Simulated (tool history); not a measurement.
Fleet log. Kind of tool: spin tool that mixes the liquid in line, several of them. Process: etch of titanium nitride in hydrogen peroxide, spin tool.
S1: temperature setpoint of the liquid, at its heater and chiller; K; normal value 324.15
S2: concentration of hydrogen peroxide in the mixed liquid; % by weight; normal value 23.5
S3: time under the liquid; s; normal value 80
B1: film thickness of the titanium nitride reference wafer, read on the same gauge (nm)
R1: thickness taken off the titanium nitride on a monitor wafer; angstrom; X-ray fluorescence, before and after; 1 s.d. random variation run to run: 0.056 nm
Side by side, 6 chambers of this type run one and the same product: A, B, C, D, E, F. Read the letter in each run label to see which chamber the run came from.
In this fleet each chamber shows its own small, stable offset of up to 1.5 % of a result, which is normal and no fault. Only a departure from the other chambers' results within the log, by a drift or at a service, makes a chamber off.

run	hour	S1	S2	S3	B1	R1
1E	4.6	324.15	23.5	80	70.022	70.916
2F	9.9	324.15	23.5	80	70.007	69.161
3C	17.9	324.15	23.5	80	70.007	70.475
4D	26.0	324.15	23.5	80	69.991	70.816
5A	33.2	324.15	23.5	80	69.998	71.139
6B	37.3	324.15	23.5	80	70.007	70.349
7E	43.3	324.15	23.5	80	69.996	70.411
8F	47.9	324.15	23.5	80	69.998	69.906
9B	54.5	324.15	23.5	80	70.007	69.961
10A	60.2	324.15	23.5	80	70.002	69.610
11C	66.3	324.15	23.5	80	69.983	69.837
12D	70.2	324.15	23.5	80	70.011	70.968
13A	75.0	324.15	23.5	80	70.010	70.867
14B	83.1	324.15	23.5	80	70.004	70.948
15E	87.3	324.15	23.5	80	70.019	71.168
16F	91.3	324.15	23.5	80	69.987	69.348
17C	95.9	324.15	23.5	80	69.991	69.769
# hour 96.0: chamber C: thermometer replaced
# hour 100.9: chamber C: new drum of peroxide connected
18D	102.8	324.15	23.5	80	70.016	70.015
19C	106.3	324.15	23.5	80	70.006	71.536
20F	113.6	324.15	23.5	80	69.998	69.530
21D	117.7	324.15	23.5	80	69.988	70.435
# hour 121.9: chamber A: peroxide flow meter replaced
22B	124.9	324.15	19.0	130	70.005	113.320
# hour 125.9: chamber E: new drum of peroxide connected
23E	129.9	324.15	19.0	130	70.013	109.740
# hour 132.7: chamber A: new drum of peroxide connected
24A	133.8	324.15	19.0	130	70.014	109.830
25F	138.4	324.15	19.0	130	70.019	108.460
# hour 142.0: chamber D: peroxide flow meter replaced
26D	144.7	324.15	19.0	130	69.983	109.140
27B	148.7	324.15	19.0	130	70.009	116.170
# hour 156.1: chamber E: peroxide flow meter replaced
28C	156.6	324.15	23.5	105	69.986	92.584
29E	161.8	324.15	23.5	105	70.004	92.586
30A	165.5	324.15	23.5	105	69.990	92.718
31F	171.7	324.15	23.5	105	69.998	91.380
# hour 172.6: chamber D: new drum of peroxide connected
32A	177.7	324.15	23.5	105	69.992	91.222
33D	183.6	324.15	23.5	105	70.023	93.461
34B	188.6	324.15	23.5	80	69.997	76.532
35C	192.2	324.15	23.5	45	69.983	40.171
36E	197.6	324.15	23.5	45	69.991	39.593

What goes on in this fleet: one chamber off, a drifting gauge, or nothing beyond the chambers' own small offsets? Name the chamber and the cause, if any.

One chamber, B, drifts off from the rest bit by bit.
Most likely cause: liquid hotter than its thermometer reads (K) = 1.47.

Chamber B could run next with any of the 4 candidate recipes listed below; each alters the usual settings, and their results appear as question marks. Which one brings its results back in line with what the other chambers deliver on the usual settings?
Maximum distance from the other chambers' mean on the usual settings for a result to count as in line: R1 2.000 angstrom
37B-1	203.4	324.15	16.0	80		?
37B-2	203.4	324.65	23.5	80		?
37B-3	203.4	324.65	23.5	85		?
37B-4	203.4	323.65	23.5	80		?

Average result of the remaining chambers running the usual settings: R1 70.624 angstrom
run	R1
37B-1	70.888
37B-2	79.634
37B-3	84.611
37B-4	74.218
It is 37B-1 that realigns the chamber with its peers.

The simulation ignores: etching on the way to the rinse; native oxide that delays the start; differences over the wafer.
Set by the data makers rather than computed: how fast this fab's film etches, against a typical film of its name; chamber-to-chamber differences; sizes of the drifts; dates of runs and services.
